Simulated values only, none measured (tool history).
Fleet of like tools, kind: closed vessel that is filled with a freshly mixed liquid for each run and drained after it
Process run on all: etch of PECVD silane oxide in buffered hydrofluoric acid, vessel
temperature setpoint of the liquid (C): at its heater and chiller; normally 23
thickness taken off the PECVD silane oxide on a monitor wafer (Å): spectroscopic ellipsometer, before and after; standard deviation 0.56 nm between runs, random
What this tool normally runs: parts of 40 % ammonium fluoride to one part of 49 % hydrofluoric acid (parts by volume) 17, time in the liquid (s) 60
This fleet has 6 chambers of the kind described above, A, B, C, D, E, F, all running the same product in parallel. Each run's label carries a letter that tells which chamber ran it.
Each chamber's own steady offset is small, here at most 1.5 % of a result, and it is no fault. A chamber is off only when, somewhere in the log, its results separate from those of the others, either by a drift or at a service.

run,hour,temperature setpoint of the liquid (C),parts of 40 % ammonium fluoride to one part of 49 % hydrofluoric acid (parts by volume),time in the liquid (s),"read-back film thickness of the PECVD silane oxide reference wafer, read on the same gauge (nm)",thickness taken off the PECVD silane oxide on a monitor wafer (Å)
1B,3.3,23,17,60,30.001,696.21
2E,6.1,23,17,60,30.034,706.01
3A,9.6,23,17,60,29.984,718.56
4D,11.5,23,17,60,29.991,726.53
5F,14.5,23,17,60,30.035,706.86
6C,16.8,23,17,60,29.981,706
7D,19.5,23,17,60,29.998,714.58
8E,21.9,23,17,60,29.992,699.55
9A,25.2,23,17,60,29.98,708.33
10B,29.2,23,17,60,30,709.16
11F,33.4,23,17,75,30.019,879.59
12C,35.9,23,17,75,30.013,869.9
13E,38.5,23,17,75,29.982,885.34
14A,40.8,23,17,75,30.008,881.71
15B,43.6,23,17,75,29.996,886.12
16F,47.3,23,17,75,29.984,857.24
17C,50.6,23,17,60,30.013,700.51
18D,52.9,23,17,60,30.005,723.73
19D,55.7,23,17,60,30.008,717.57
20C,59.1,23,17,60,29.987,698.43
21E,63,23,17,60,30.026,704.68
22A,65,23,17,60,30.009,707.14
23F,67.3,23,17,60,30.018,677.72
24B,70.3,23,17,60,30.002,701.45
25A,73.9,23,17,60,29.958,721.12
26E,77.3,18.5,17,60,30.01,550.9
27B,80.3,18.5,17,60,29.999,545.98
28C,83.5,18.5,17,60,29.977,554.98
29F,87.6,18.5,17,60,29.987,512.67
30D,90.3,18.5,17,60,29.991,559.09
31F,93.1,18.5,17,60,30.014,523.52
32A,95.9,23,17,60,29.986,716.54
33D,99.9,23,17,60,30.048,718.83
# hour 102: chamber C: thermometer replaced
34C,104.2,23,17,60,30.016,698.28
35E,108.2,23,17,60,29.966,707.6
36B,112.4,23,17,60,30.018,699.56
37A,114.9,23,17,60,30.002,709.96
38F,117.8,23,17,60,29.999,654.3
39E,121.9,23,17,60,30.005,714.77
40D,124.8,23,17,60,30.012,732.77
41B,128,23,17,60,29.973,710.94
42C,130.3,23,17,60,30.035,713.65
43A,133.8,23,17,60,30.004,710.65

Is one chamber out of step, is the gauge drifting, or do the chambers differ by no more than their own small offsets? For an off chamber, give its letter and the likeliest cause.

One chamber, F, drifts off from the rest bit by bit.
Most likely cause: liquid colder than its thermometer reads (K) = 2.
With only this log, it may be confused with: hydrofluoric acid flow below the setpoint (%).

Which of the 4 candidates below, each the usual settings with something changed and its results left as question marks, puts chamber F back in line with what the other chambers give on the usual settings?
Counts as in line when no further than this from what the other chambers average on the usual settings: thickness taken off the PECVD silane oxide on a monitor wafer (Å) 20
44F-1,136.9,23,19,60,,?
44F-2,136.9,23,18,60,,?
44F-3,136.9,23,16,60,,?
44F-4,136.9,23,16.5,65,,?

Other chambers, usual settings, mean: thickness taken off the PECVD silane oxide on a monitor wafer (Å) 711.47
run,thickness taken off the PECVD silane oxide on a monitor wafer (Å)
44F-1,570.1
44F-2,601.36
44F-3,675.4
44F-4,709.84
44F-4 puts the chamber back in line with the other chambers.
